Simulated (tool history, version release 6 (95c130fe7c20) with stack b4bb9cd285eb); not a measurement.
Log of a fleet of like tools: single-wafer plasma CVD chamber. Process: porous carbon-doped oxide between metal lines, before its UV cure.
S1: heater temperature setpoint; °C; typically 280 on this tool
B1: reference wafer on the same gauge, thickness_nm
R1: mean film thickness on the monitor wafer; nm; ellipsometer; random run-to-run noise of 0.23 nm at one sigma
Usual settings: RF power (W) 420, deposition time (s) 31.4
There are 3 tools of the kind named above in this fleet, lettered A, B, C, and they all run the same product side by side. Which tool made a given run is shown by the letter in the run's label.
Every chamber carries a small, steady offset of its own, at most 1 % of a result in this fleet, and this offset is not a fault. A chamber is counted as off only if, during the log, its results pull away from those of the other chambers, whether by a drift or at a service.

run 1B hour=4.5 | S1=280 RF_power_(W)=420 deposition_time_(s)=31.4 | B1=150.93 | R1=168.53
run 2A hour=10.1 | S1=280 RF_power_(W)=420 deposition_time_(s)=31.4 | B1=151.04 | R1=167.52
run 3C hour=18.8 | S1=280 RF_power_(W)=420 deposition_time_(s)=31.4 | B1=150.93 | R1=170.24
run 4A hour=24.6 | S1=280 RF_power_(W)=420 deposition_time_(s)=31.4 | B1=150.99 | R1=167.18
run 5C hour=32.6 | S1=286 RF_power_(W)=455 deposition_time_(s)=31.4 | B1=150.89 | R1=174.31
run 6B hour=42.4 | S1=286 RF_power_(W)=455 deposition_time_(s)=31.4 | B1=150.92 | R1=172.33
run 7C hour=48.6 | S1=286 RF_power_(W)=455 deposition_time_(s)=31.4 | B1=150.87 | R1=174.24
run 8B hour=58.3 | S1=280 RF_power_(W)=420 deposition_time_(s)=31.4 | B1=150.83 | R1=168.24
run 9A hour=65.8 | S1=280 RF_power_(W)=420 deposition_time_(s)=31.4 | B1=150.81 | R1=167.58
run 10B hour=72 | S1=280 RF_power_(W)=420 deposition_time_(s)=31.4 | B1=150.76 | R1=168.17
run 11C hour=79.1 | S1=280 RF_power_(W)=420 deposition_time_(s)=31.4 | B1=150.75 | R1=170.11
run 12A hour=84.7 | S1=280 RF_power_(W)=420 deposition_time_(s)=31.4 | B1=150.78 | R1=166.89
run 13B hour=92.3 | S1=280 RF_power_(W)=420 deposition_time_(s)=31.4 | B1=150.73 | R1=168.26
run 14A hour=101.5 | S1=280 RF_power_(W)=420 deposition_time_(s)=31.4 | B1=150.68 | R1=167.09
run 15C hour=108 | S1=280 RF_power_(W)=420 deposition_time_(s)=31.4 | B1=150.63 | R1=170.11
-- hour=113.5 chamber A: thermocouple changed; heater temperature recalibrated
run 16B hour=115 | S1=280 RF_power_(W)=420 deposition_time_(s)=31.4 | B1=150.63 | R1=168.09
run 17A hour=119.8 | S1=280 RF_power_(W)=420 deposition_time_(s)=31.4 | B1=150.64 | R1=166.82
run 18C hour=127.7 | S1=280 RF_power_(W)=420 deposition_time_(s)=31.4 | B1=150.61 | R1=169.78
run 19B hour=132.6 | S1=287 RF_power_(W)=485 deposition_time_(s)=31.4 | B1=150.65 | R1=179.21
run 20A hour=141.6 | S1=287 RF_power_(W)=485 deposition_time_(s)=31.4 | B1=150.63 | R1=177.48
run 21C hour=148.5 | S1=287 RF_power_(W)=485 deposition_time_(s)=31.4 | B1=150.54 | R1=180.48
run 22B hour=156.8 | S1=280 RF_power_(W)=420 deposition_time_(s)=31.4 | B1=150.57 | R1=167.88
run 23C hour=161.9 | S1=272 RF_power_(W)=420 deposition_time_(s)=31.4 | B1=150.59 | R1=178.57
run 24A hour=167.3 | S1=272 RF_power_(W)=420 deposition_time_(s)=31.4 | B1=150.52 | R1=175.36
run 25A hour=171.7 | S1=272 RF_power_(W)=420 deposition_time_(s)=31.4 | B1=150.51 | R1=175.46
run 26B hour=177 | S1=280 RF_power_(W)=420 deposition_time_(s)=31.4 | B1=150.49 | R1=167.62
run 27C hour=181.4 | S1=293 RF_power_(W)=420 deposition_time_(s)=35.5 | B1=150.52 | R1=176.89
run 28A hour=186.4 | S1=293 RF_power_(W)=420 deposition_time_(s)=35.5 | B1=150.44 | R1=173.16
run 29B hour=195.1 | S1=293 RF_power_(W)=420 deposition_time_(s)=35.5 | B1=150.48 | R1=174.71
run 30C hour=204 | S1=280 RF_power_(W)=420 deposition_time_(s)=31.4 | B1=150.38 | R1=169.9
run 31C hour=211.7 | S1=280 RF_power_(W)=420 deposition_time_(s)=31.4 | B1=150.35 | R1=169.74
run 32B hour=216.8 | S1=280 RF_power_(W)=420 deposition_time_(s)=31.4 | B1=150.41 | R1=168.22
run 33A hour=223.2 | S1=280 RF_power_(W)=420 deposition_time_(s)=31.4 | B1=150.33 | R1=166.43
run 34C hour=232.8 | S1=280 RF_power_(W)=420 deposition_time_(s)=31.4 | B1=150.33 | R1=169.61
run 35B hour=239 | S1=280 RF_power_(W)=420 deposition_time_(s)=31.4 | B1=150.35 | R1=167.81
run 36A hour=244.2 | S1=280 RF_power_(W)=420 deposition_time_(s)=31.4 | B1=150.31 | R1=166.32
run 37C hour=249.8 | S1=280 RF_power_(W)=420 deposition_time_(s)=31.4 | B1=150.33 | R1=169.48
run 38A hour=255.9 | S1=280 RF_power_(W)=420 deposition_time_(s)=31.4 | B1=150.26 | R1=166.75
run 39B hour=265.4 | S1=280 RF_power_(W)=420 deposition_time_(s)=31.4 | B1=150.22 | R1=168.12
run 40C hour=274.7 | S1=280 RF_power_(W)=420 deposition_time_(s)=31.4 | B1=150.2 | R1=169.77
run 41A hour=280.7 | S1=268 RF_power_(W)=420 deposition_time_(s)=35.2 | B1=150.19 | R1=200.69
run 42B hour=285.5 | S1=268 RF_power_(W)=420 deposition_time_(s)=35.2 | B1=150.21 | R1=202.96

Next, every chamber runs the same settings. What will each give?
run 43A hour=292.5 | S1=280 RF_power_(W)=420 deposition_time_(s)=31.4 | R1=?
run 43B hour=292.5 | S1=280 RF_power_(W)=420 deposition_time_(s)=31.4 | R1=?
run 43C hour=292.5 | S1=280 RF_power_(W)=420 deposition_time_(s)=31.4 | R1=?

run=43A R1=166.4
run=43B R1=168.12
run=43C R1=169.5

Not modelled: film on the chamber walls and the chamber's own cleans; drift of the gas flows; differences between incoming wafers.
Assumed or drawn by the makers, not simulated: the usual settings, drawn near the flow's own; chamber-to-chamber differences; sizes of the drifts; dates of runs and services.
